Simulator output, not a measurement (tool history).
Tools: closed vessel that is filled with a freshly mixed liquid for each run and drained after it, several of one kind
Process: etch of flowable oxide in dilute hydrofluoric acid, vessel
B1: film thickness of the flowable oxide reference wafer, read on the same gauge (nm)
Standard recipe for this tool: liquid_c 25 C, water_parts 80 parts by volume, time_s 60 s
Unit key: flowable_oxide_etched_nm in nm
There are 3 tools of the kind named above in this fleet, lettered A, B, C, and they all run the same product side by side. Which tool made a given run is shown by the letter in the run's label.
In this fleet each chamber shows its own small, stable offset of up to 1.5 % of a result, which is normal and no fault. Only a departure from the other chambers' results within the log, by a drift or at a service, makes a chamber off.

run 1B hour=7 | liquid_c=25 water_parts=80 time_s=60 | B1=100.02 | flowable_oxide_etched_nm=47.018
run 2A hour=12.5 | liquid_c=25 water_parts=80 time_s=60 | B1=99.992 | flowable_oxide_etched_nm=47.754
run 3C hour=18.7 | liquid_c=25 water_parts=80 time_s=60 | B1=100 | flowable_oxide_etched_nm=47.946
run 4C hour=24.8 | liquid_c=25 water_parts=80 time_s=60 | B1=100.02 | flowable_oxide_etched_nm=47.554
-- hour=27 chamber B: hydrofluoric acid flow meter replaced
run 5B hour=28.6 | liquid_c=25 water_parts=65 time_s=60 | B1=100.02 | flowable_oxide_etched_nm=58.797
run 6A hour=35.4 | liquid_c=25 water_parts=65 time_s=60 | B1=99.967 | flowable_oxide_etched_nm=59.855
run 7A hour=43.4 | liquid_c=25 water_parts=65 time_s=60 | B1=100.02 | flowable_oxide_etched_nm=60.456
run 8C hour=49 | liquid_c=25 water_parts=80 time_s=60 | B1=100.07 | flowable_oxide_etched_nm=47.989
run 9B hour=53.3 | liquid_c=28 water_parts=80 time_s=75 | B1=100 | flowable_oxide_etched_nm=65.874
run 10B hour=57.2 | liquid_c=28 water_parts=80 time_s=75 | B1=100.02 | flowable_oxide_etched_nm=65.981
run 11A hour=62.1 | liquid_c=28 water_parts=80 time_s=75 | B1=99.936 | flowable_oxide_etched_nm=68.396
run 12C hour=69.7 | liquid_c=25 water_parts=80 time_s=60 | B1=100 | flowable_oxide_etched_nm=48.072
run 13B hour=74.9 | liquid_c=25 water_parts=80 time_s=60 | B1=99.971 | flowable_oxide_etched_nm=46.853
run 14C hour=82.4 | liquid_c=23 water_parts=90 time_s=60 | B1=99.992 | flowable_oxide_etched_nm=38.536
run 15A hour=86.9 | liquid_c=23 water_parts=90 time_s=60 | B1=100 | flowable_oxide_etched_nm=41.225
run 16A hour=90.8 | liquid_c=23 water_parts=90 time_s=60 | B1=99.995 | flowable_oxide_etched_nm=40.622
run 17B hour=94.7 | liquid_c=25 water_parts=80 time_s=60 | B1=99.985 | flowable_oxide_etched_nm=46.699
run 18C hour=101.4 | liquid_c=25 water_parts=80 time_s=60 | B1=100.02 | flowable_oxide_etched_nm=46.74
run 19B hour=107.6 | liquid_c=25 water_parts=80 time_s=60 | B1=100.03 | flowable_oxide_etched_nm=46.74
run 20A hour=111.8 | liquid_c=25 water_parts=80 time_s=60 | B1=100.01 | flowable_oxide_etched_nm=51.216
-- hour=118 chamber C: hydrofluoric acid flow meter replaced
run 21C hour=118.2 | liquid_c=28.5 water_parts=80 time_s=45 | B1=99.978 | flowable_oxide_etched_nm=41.322
run 22A hour=123.2 | liquid_c=28.5 water_parts=80 time_s=45 | B1=100.01 | flowable_oxide_etched_nm=44.627
run 23C hour=128.3 | liquid_c=28.5 water_parts=80 time_s=45 | B1=99.999 | flowable_oxide_etched_nm=40.779
run 24B hour=132 | liquid_c=25 water_parts=80 time_s=60 | B1=100.02 | flowable_oxide_etched_nm=46.829

All chambers now run identical settings, listed one chamber a line with results as question marks. What results will each chamber show?
run 25A hour=138 | liquid_c=25 water_parts=80 time_s=60 | flowable_oxide_etched_nm=?
run 25B hour=138 | liquid_c=25 water_parts=80 time_s=60 | flowable_oxide_etched_nm=?
run 25C hour=138 | liquid_c=25 water_parts=80 time_s=60 | flowable_oxide_etched_nm=?

run=25A flowable_oxide_etched_nm=52.823
run=25B flowable_oxide_etched_nm=47.078
run=25C flowable_oxide_etched_nm=47.383
